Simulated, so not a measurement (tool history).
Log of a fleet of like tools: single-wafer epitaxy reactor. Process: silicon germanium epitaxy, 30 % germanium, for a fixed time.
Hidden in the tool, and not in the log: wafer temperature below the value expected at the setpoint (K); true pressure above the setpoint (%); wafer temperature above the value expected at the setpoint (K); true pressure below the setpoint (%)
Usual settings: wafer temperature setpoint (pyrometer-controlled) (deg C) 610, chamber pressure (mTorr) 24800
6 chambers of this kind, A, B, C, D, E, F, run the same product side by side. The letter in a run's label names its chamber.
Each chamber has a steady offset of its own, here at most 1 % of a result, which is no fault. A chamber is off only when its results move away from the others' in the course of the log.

run	hour	wafer temperature setpoint (pyrometer-controlled) (deg C)	chamber pressure (mTorr)	hours since the last pyrometer calibration	hours since the last manometer calibration	read-back reference wafer on the same gauge, thickness_nm	mean film thickness on the monitor wafer (angstrom)
1E	4.1	610	24800	1668.6	88.9	62.521	768.43
2D	8.7	610	24800	1138.5	1020	62.527	768.97
3A	13.5	610	24800	1237.9	1327.8	62.498	772.55
4C	17.9	610	24800	175.2	336.1	62.538	772.84
5B	24.1	610	24800	411.8	241.3	62.505	771.86
6F	28.6	610	24800	836.7	1268.7	62.473	764.1
7D	33.3	610	24800	1163.1	1044.6	62.483	768.7
8B	38.4	610	24800	426.1	255.6	62.534	774.14
9A	41.6	610	24800	1266	1355.9	62.53	769.45
10F	47.5	610	24800	855.6	1287.6	62.484	763.25
11E	53.1	610	24800	1717.6	137.9	62.502	774.01
12C	57.1	610	24800	214.4	375.3	62.539	771.16
13D	61.6	619	21700	1191.4	1072.9	62.582	851.96
14F	64.6	619	21700	872.7	1304.7	62.513	846.56
15E	67.5	619	21700	1732	152.3	62.464	855.99
16A	71.4	619	21700	1295.8	1385.7	62.475	865.58
17C	76.7	619	21700	234	394.9	62.461	855.76
18B	81.4	619	21700	469.1	298.6	62.506	856.56
19F	84.9	610	24800	893	1325	62.457	764.61
20E	89	610	24800	1753.5	173.8	62.533	770.82
21A	93.3	610	24800	1317.7	1407.6	62.473	771.27
22B	96.5	599	19300	484.2	313.7	62.493	579.47
23D	100	599	19300	1229.8	1111.3	62.471	565.96
24C	103.1	599	19300	260.4	421.3	62.498	572.52
25E	107	599	19300	1771.5	191.8	62.54	566.08
26F	110.7	599	19300	918.8	1350.8	62.515	570.73
27D	115.1	599	19300	1244.9	1126.4	62.5	563.37
28A	118.7	610	24800	1343.1	1433	62.484	774.01
29B	121.8	610	24800	509.5	339	62.477	782.29
30C	127.7	610	24800	285	445.9	62.519	776.24
31D	133.2	610	24800	1263	1144.5	62.435	769.65
32E	139.5	610	24800	1804	224.3	62.507	767.08
33C	143.7	610	24800	301	461.9	62.525	776.55
34F	149.1	610	24800	957.2	1389.2	62.434	766.1
35B	152.3	610	24800	540	369.5	62.489	799.95
36A	158.4	610	24800	1382.8	1472.7	62.456	774.52
37F	162.6	610	24800	970.7	1402.7	62.536	763.79
38E	168.5	610	24800	1833	253.3	62.439	771.34
39A	174.6	610	20700	1399	1488.9	62.506	720.71

Next, every chamber runs the same settings. What will each give?
40A	179.1	610	24800				?
40B	179.1	610	24800				?
40C	179.1	610	24800				?
40D	179.1	610	24800				?
40E	179.1	610	24800				?
40F	179.1	610	24800				?

run	mean film thickness on the monitor wafer (angstrom)
40A	775.12
40B	804.81
40C	773.41
40D	765.35
40E	769.23
40F	767.36
